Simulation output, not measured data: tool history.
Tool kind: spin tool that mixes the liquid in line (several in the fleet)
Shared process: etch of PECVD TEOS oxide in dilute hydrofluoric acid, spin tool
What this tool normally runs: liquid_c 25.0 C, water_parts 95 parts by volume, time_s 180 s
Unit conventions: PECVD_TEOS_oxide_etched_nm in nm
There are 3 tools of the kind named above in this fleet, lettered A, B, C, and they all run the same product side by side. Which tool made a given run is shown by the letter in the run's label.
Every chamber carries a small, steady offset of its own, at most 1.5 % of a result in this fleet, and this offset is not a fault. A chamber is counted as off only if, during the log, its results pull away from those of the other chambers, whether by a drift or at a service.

run	hour	liquid_c	water_parts	time_s	hours since the thermometer was replaced	hours since the hydrofluoric acid flow meter was replaced	read-back film thickness of the PECVD TEOS oxide reference wafer, read on the same gauge (nm)	PECVD_TEOS_oxide_etched_nm
1C	5.0	25.0	95	180	78.6	637.0	150.02	19.182
2A	8.1	25.0	95	180	2351.0	185.3	150.01	19.448
3B	12.6	25.0	95	180	873.7	862.2	149.99	19.313
4A	16.1	25.0	95	180	2359.0	193.3	149.99	19.370
5B	18.9	25.0	95	180	880.0	868.5	150.00	19.173
6C	21.6	25.0	95	180	95.2	653.6	150.00	19.221
7C	25.8	25.0	80	180	99.4	657.8	149.99	23.362
8B	28.7	25.0	80	180	889.8	878.3	150.04	23.374
9A	33.7	25.0	80	180	2376.6	210.9	150.00	23.583
10A	36.9	25.0	95	280	2379.8	214.1	150.01	30.173
11C	41.8	25.0	95	280	115.4	673.8	149.95	29.804
12B	47.6	25.0	95	280	908.7	897.2	149.97	30.020
13C	50.2	25.0	95	180	123.8	682.2	150.00	19.321
14B	54.1	25.0	95	180	915.2	903.7	150.04	19.248
15A	58.6	25.0	95	180	2401.5	235.8	150.00	19.292
16A	62.5	25.0	95	180	2405.4	239.7	150.00	19.391
17C	68.0	25.0	95	180	141.6	700.0	149.96	19.252
18B	72.3	25.0	95	180	933.4	921.9	149.95	19.333
19A	76.6	30.0	95	180	2419.5	253.8	149.99	23.457
20B	82.4	30.0	95	180	943.5	932.0	149.98	23.398
21C	85.0	30.0	95	180	158.6	717.0	150.00	23.473
22B	88.0	25.0	95	180	949.1	937.6	149.97	19.357
23C	92.4	25.0	95	180	166.0	724.4	150.01	19.218
24A	97.6	25.0	95	180	2440.5	274.8	150.04	19.308
25B	102.8	25.0	95	180	963.9	952.4	149.98	19.476
26A	105.8	25.0	95	180	2448.7	283.0	149.97	19.277
27C	110.9	25.0	95	180	184.5	742.9	150.03	19.213
28B	115.5	25.0	95	180	976.6	965.1	150.01	19.457
29C	120.9	29.5	95	180	194.5	752.9	149.97	22.927
30A	126.6	29.5	95	180	2469.5	303.8	150.04	23.068

Decide between three cases: one chamber stands off from its peers, the gauge reading all wafers drifts, or nothing is wrong past each chamber's small offset. Where a chamber is off, say which and what most likely put it there.

No chamber is off and the gauge is stable; the differences are just each chamber's small, constant offset.
